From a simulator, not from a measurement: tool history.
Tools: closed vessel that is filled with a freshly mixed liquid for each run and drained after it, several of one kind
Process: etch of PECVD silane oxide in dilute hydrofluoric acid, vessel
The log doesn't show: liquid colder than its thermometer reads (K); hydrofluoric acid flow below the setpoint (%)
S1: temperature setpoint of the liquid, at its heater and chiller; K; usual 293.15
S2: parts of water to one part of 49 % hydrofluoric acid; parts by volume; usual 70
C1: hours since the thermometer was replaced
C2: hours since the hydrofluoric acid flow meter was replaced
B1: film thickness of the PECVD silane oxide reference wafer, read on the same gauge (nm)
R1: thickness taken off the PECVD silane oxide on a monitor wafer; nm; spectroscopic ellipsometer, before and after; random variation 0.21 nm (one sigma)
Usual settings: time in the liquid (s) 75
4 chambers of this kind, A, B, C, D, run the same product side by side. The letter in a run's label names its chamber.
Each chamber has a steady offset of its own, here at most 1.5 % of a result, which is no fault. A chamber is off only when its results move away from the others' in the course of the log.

{"run": "1D", "hour": 8.3, "S1": 293.15, "S2": 70, "time in the liquid (s)": 75, "C1": 595.9, "C2": 568.6, "B1": 60.025, "R1": 30.279}
{"hour": 8.8, "done": "chamber A: hydrofluoric acid flow meter replaced"}
{"run": "2A", "hour": 15.0, "S1": 293.15, "S2": 70, "time in the liquid (s)": 75, "C1": 1540.2, "C2": 6.2, "B1": 59.996, "R1": 30.024}
{"run": "3C", "hour": 26.2, "S1": 293.15, "S2": 70, "time in the liquid (s)": 75, "C1": 1932.7, "C2": 322.3, "B1": 59.983, "R1": 30.068}
{"run": "4B", "hour": 35.8, "S1": 293.15, "S2": 70, "time in the liquid (s)": 75, "C1": 453.9, "C2": 652.7, "B1": 60.06, "R1": 29.748}
{"run": "5B", "hour": 43.8, "S1": 290.15, "S2": 70, "time in the liquid (s)": 75, "C1": 461.9, "C2": 660.7, "B1": 60.012, "R1": 26.405}
{"run": "6C", "hour": 53.0, "S1": 290.15, "S2": 70, "time in the liquid (s)": 75, "C1": 1959.5, "C2": 349.1, "B1": 60.008, "R1": 26.813}
{"run": "7D", "hour": 59.6, "S1": 290.15, "S2": 70, "time in the liquid (s)": 75, "C1": 647.2, "C2": 619.9, "B1": 59.968, "R1": 26.16}
{"run": "8A", "hour": 70.3, "S1": 290.15, "S2": 70, "time in the liquid (s)": 75, "C1": 1595.5, "C2": 61.5, "B1": 59.995, "R1": 26.457}
{"run": "9D", "hour": 76.6, "S1": 293.15, "S2": 70, "time in the liquid (s)": 75, "C1": 664.2, "C2": 636.9, "B1": 59.983, "R1": 30.255}
{"run": "10C", "hour": 87.5, "S1": 293.15, "S2": 70, "time in the liquid (s)": 75, "C1": 1994.0, "C2": 383.6, "B1": 59.972, "R1": 30.219}
{"run": "11B", "hour": 95.8, "S1": 293.15, "S2": 70, "time in the liquid (s)": 75, "C1": 513.9, "C2": 712.7, "B1": 60.008, "R1": 29.532}
{"run": "12A", "hour": 101.9, "S1": 293.15, "S2": 70, "time in the liquid (s)": 75, "C1": 1627.1, "C2": 93.1, "B1": 60.011, "R1": 30.369}
{"run": "13B", "hour": 108.0, "S1": 293.15, "S2": 70, "time in the liquid (s)": 75, "C1": 526.1, "C2": 724.9, "B1": 60.022, "R1": 29.79}
{"hour": 109.2, "done": "chamber D: thermometer replaced"}
{"hour": 110.5, "done": "chamber C: thermometer replaced"}
{"run": "14D", "hour": 113.3, "S1": 293.15, "S2": 70, "time in the liquid (s)": 75, "C1": 4.2, "C2": 673.6, "B1": 60.015, "R1": 30.246}
{"run": "15C", "hour": 124.5, "S1": 293.15, "S2": 70, "time in the liquid (s)": 75, "C1": 14.1, "C2": 420.6, "B1": 59.988, "R1": 30.173}
{"run": "16A", "hour": 130.7, "S1": 293.15, "S2": 50, "time in the liquid (s)": 115, "C1": 1655.9, "C2": 121.9, "B1": 59.995, "R1": 65.227}
{"run": "17A", "hour": 139.9, "S1": 293.15, "S2": 50, "time in the liquid (s)": 115, "C1": 1665.1, "C2": 131.1, "B1": 60.015, "R1": 65.401}
{"run": "18C", "hour": 148.4, "S1": 293.15, "S2": 50, "time in the liquid (s)": 115, "C1": 38.0, "C2": 444.5, "B1": 60.068, "R1": 67.376}
{"run": "19B", "hour": 157.6, "S1": 293.15, "S2": 50, "time in the liquid (s)": 115, "C1": 575.7, "C2": 774.5, "B1": 60.028, "R1": 64.764}
{"run": "20D", "hour": 164.5, "S1": 293.15, "S2": 70, "time in the liquid (s)": 75, "C1": 55.4, "C2": 724.8, "B1": 59.956, "R1": 30.342}
{"run": "21B", "hour": 171.0, "S1": 293.15, "S2": 70, "time in the liquid (s)": 75, "C1": 589.1, "C2": 787.9, "B1": 59.99, "R1": 28.496}
{"run": "22C", "hour": 177.5, "S1": 293.15, "S2": 70, "time in the liquid (s)": 75, "C1": 67.1, "C2": 473.6, "B1": 60.027, "R1": 30.423}
{"run": "23A", "hour": 188.6, "S1": 293.15, "S2": 70, "time in the liquid (s)": 75, "C1": 1713.8, "C2": 179.8, "B1": 60.032, "R1": 29.935}
{"run": "24D", "hour": 196.0, "S1": 293.15, "S2": 70, "time in the liquid (s)": 75, "C1": 86.9, "C2": 756.3, "B1": 60.031, "R1": 30.127}
{"run": "25B", "hour": 203.1, "S1": 293.15, "S2": 70, "time in the liquid (s)": 75, "C1": 621.2, "C2": 820.0, "B1": 59.94, "R1": 29.097}
{"run": "26A", "hour": 212.1, "S1": 293.15, "S2": 70, "time in the liquid (s)": 75, "C1": 1737.3, "C2": 203.3, "B1": 59.983, "R1": 29.901}
{"run": "27C", "hour": 220.3, "S1": 293.15, "S2": 70, "time in the liquid (s)": 75, "C1": 109.9, "C2": 516.4, "B1": 60.022, "R1": 30.246}
{"run": "28D", "hour": 227.9, "S1": 293.15, "S2": 70, "time in the liquid (s)": 75, "C1": 118.8, "C2": 788.2, "B1": 60.043, "R1": 29.986}
{"run": "29C", "hour": 237.3, "S1": 290.15, "S2": 70, "time in the liquid (s)": 60, "C1": 126.9, "C2": 533.4, "B1": 60.023, "R1": 21.445}
{"run": "30B", "hour": 248.0, "S1": 290.15, "S2": 70, "time in the liquid (s)": 60, "C1": 666.1, "C2": 864.9, "B1": 59.964, "R1": 19.992}
{"run": "31A", "hour": 256.8, "S1": 290.15, "S2": 70, "time in the liquid (s)": 60, "C1": 1782.0, "C2": 248.0, "B1": 60.033, "R1": 21.204}
{"run": "32D", "hour": 262.9, "S1": 290.15, "S2": 70, "time in the liquid (s)": 60, "C1": 153.8, "C2": 823.2, "B1": 59.969, "R1": 21.33}
{"run": "33A", "hour": 271.4, "S1": 293.15, "S2": 80, "time in the liquid (s)": 75, "C1": 1796.6, "C2": 262.6, "B1": 59.972, "R1": 26.387}

Is one chamber off against the others, does the gauge drift, or is nothing wrong? If a chamber is off, say which, and what the likeliest cause is.

Chamber B drifts away from the others.
Cause: liquid colder than its thermometer reads (K) = 1.43.
The log may not tell that from: hydrofluoric acid flow below the setpoint (%).

Here are 4 candidates for chamber B's next run, each the usual settings with a change, their results left as question marks. Which one brings its results back in line with what the others give on the usual settings?
In line means no further than this from the other chambers' mean on the usual settings: R1 0.740 nm
{"run": "34B-1", "hour": 279.4, "S1": 293.15, "S2": 70, "time in the liquid (s)": 70, "R1": "?"}
{"run": "34B-2", "hour": 279.4, "S1": 292.65, "S2": 70, "time in the liquid (s)": 75, "R1": "?"}
{"run": "34B-3", "hour": 279.4, "S1": 293.65, "S2": 70, "time in the liquid (s)": 75, "R1": "?"}
{"run": "34B-4", "hour": 279.4, "S1": 293.15, "S2": 65, "time in the liquid (s)": 75, "R1": "?"}

The other chambers' mean on the usual settings: R1 30.128 nm
run=34B-1 R1=26.185
run=34B-2 R1=27.466
run=34B-3 R1=28.655
run=34B-4 R1=30.420
34B-4 brings the chamber back in line.

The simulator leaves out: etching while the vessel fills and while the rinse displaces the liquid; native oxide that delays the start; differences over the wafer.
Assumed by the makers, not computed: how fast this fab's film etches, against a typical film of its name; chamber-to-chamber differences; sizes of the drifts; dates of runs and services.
